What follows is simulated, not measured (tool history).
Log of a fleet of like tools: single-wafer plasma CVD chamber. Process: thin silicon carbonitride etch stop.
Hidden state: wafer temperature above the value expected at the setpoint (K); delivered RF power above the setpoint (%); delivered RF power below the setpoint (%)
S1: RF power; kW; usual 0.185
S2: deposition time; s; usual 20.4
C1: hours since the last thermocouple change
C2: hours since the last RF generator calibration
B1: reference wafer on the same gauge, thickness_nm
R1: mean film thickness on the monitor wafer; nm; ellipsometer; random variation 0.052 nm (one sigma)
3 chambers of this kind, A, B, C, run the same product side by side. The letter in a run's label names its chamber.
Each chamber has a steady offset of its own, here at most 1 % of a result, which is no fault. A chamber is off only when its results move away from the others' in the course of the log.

-- day=0.192 chamber C: thermocouple changed; heater temperature recalibrated
run 1B day=0.312 | S1=0.185 S2=20.4 | C1=167 C2=1844.2 | B1=13 | R1=11.293
run 2C day=0.65 | S1=0.185 S2=20.4 | C1=11 C2=825.5 | B1=12.999 | R1=11.315
run 3A day=1.046 | S1=0.185 S2=20.4 | C1=1640 C2=55.1 | B1=12.995 | R1=11.477
run 4C day=1.45 | S1=0.185 S2=20.4 | C1=30.2 C2=844.7 | B1=12.994 | R1=11.423
run 5A day=1.738 | S1=0.185 S2=20.4 | C1=1656.6 C2=71.7 | B1=13.004 | R1=11.431
run 6B day=2.017 | S1=0.185 S2=20.4 | C1=207.9 C2=1885.1 | B1=12.995 | R1=11.315
run 7A day=2.329 | S1=0.185 S2=20.4 | C1=1670.8 C2=85.9 | B1=13.017 | R1=11.343
run 8B day=2.788 | S1=0.185 S2=20.4 | C1=226.4 C2=1903.6 | B1=12.99 | R1=11.317
run 9C day=3.125 | S1=0.185 S2=20.4 | C1=70.4 C2=884.9 | B1=13.007 | R1=11.355
run 10C day=3.679 | S1=0.185 S2=20.4 | C1=83.7 C2=898.2 | B1=13.003 | R1=11.351
run 11A day=4.133 | S1=0.185 S2=20.4 | C1=1714.1 C2=129.2 | B1=13.001 | R1=11.441
run 12B day=4.562 | S1=0.165 S2=23.5 | C1=269 C2=1946.2 | B1=13.018 | R1=12.572
run 13B day=4.921 | S1=0.165 S2=23.5 | C1=277.6 C2=1954.8 | B1=12.995 | R1=12.552
run 14C day=5.475 | S1=0.165 S2=23.5 | C1=126.8 C2=941.3 | B1=13.001 | R1=12.661
run 15A day=5.958 | S1=0.185 S2=20.4 | C1=1757.9 C2=173 | B1=13 | R1=11.436
run 16A day=6.521 | S1=0.185 S2=20.4 | C1=1771.4 C2=186.5 | B1=12.979 | R1=11.442
run 17C day=7.042 | S1=0.185 S2=20.4 | C1=164.4 C2=978.9 | B1=13.002 | R1=11.391
run 18B day=7.433 | S1=0.185 S2=20.4 | C1=337.9 C2=2015.1 | B1=13.009 | R1=11.281
run 19A day=7.712 | S1=0.185 S2=20.4 | C1=1800 C2=215.1 | B1=12.994 | R1=11.4
run 20C day=8.3 | S1=0.185 S2=20.4 | C1=194.6 C2=1009.1 | B1=12.988 | R1=11.393
run 21B day=8.842 | S1=0.185 S2=20.4 | C1=371.7 C2=2048.9 | B1=13.001 | R1=11.362
run 22B day=9.421 | S1=0.165 S2=18.8 | C1=385.6 C2=2062.8 | B1=12.999 | R1=9.9832
run 23A day=9.908 | S1=0.165 S2=18.8 | C1=1852.7 C2=267.8 | B1=13.004 | R1=10.194
run 24C day=10.438 | S1=0.165 S2=18.8 | C1=245.9 C2=1060.4 | B1=12.992 | R1=10.121
-- day=10.7 chamber C: RF generator calibrated
-- day=10.888 chamber B: RF generator calibrated
run 25A day=10.942 | S1=0.185 S2=20.4 | C1=1877.5 C2=292.6 | B1=12.986 | R1=11.438
run 26C day=11.4 | S1=0.185 S2=20.4 | C1=269 C2=16.8 | B1=13.006 | R1=11.311
run 27B day=11.779 | S1=0.185 S2=20.4 | C1=442.2 C2=21.4 | B1=12.988 | R1=11.257
run 28C day=12.204 | S1=0.185 S2=20.4 | C1=288.3 C2=36.1 | B1=13.003 | R1=11.418
run 29A day=12.7 | S1=0.185 S2=20.4 | C1=1919.7 C2=334.8 | B1=13.011 | R1=11.494
run 30B day=13.104 | S1=0.185 S2=20.4 | C1=474 C2=53.2 | B1=12.999 | R1=11.267
run 31C day=13.408 | S1=0.185 S2=20.4 | C1=317.2 C2=65 | B1=13.004 | R1=11.377
run 32A day=13.912 | S1=0.185 S2=20.4 | C1=1948.8 C2=363.9 | B1=13.001 | R1=11.4
run 33B day=14.229 | S1=0.185 S2=20.4 | C1=501 C2=80.2 | B1=12.996 | R1=11.191
run 34C day=14.75 | S1=0.185 S2=20.4 | C1=349.4 C2=97.2 | B1=12.986 | R1=11.425
run 35B day=15.375 | S1=0.185 S2=20.4 | C1=528.5 C2=107.7 | B1=13.009 | R1=11.202
run 36A day=15.954 | S1=0.185 S2=20.4 | C1=1997.8 C2=412.9 | B1=12.999 | R1=11.433
run 37C day=16.304 | S1=0.185 S2=20.4 | C1=386.7 C2=134.5 | B1=13.003 | R1=11.464
run 38B day=16.746 | S1=0.185 S2=20.4 | C1=561.4 C2=140.6 | B1=12.999 | R1=11.261
run 39A day=17.104 | S1=0.185 S2=20.4 | C1=2025.4 C2=440.5 | B1=12.988 | R1=11.46

What goes on in this fleet: one chamber off, a drifting gauge, or nothing beyond the chambers' own small offsets? Name the chamber and the cause, if any.

No chamber stands off beyond its own small offset, and the gauge holds steady.
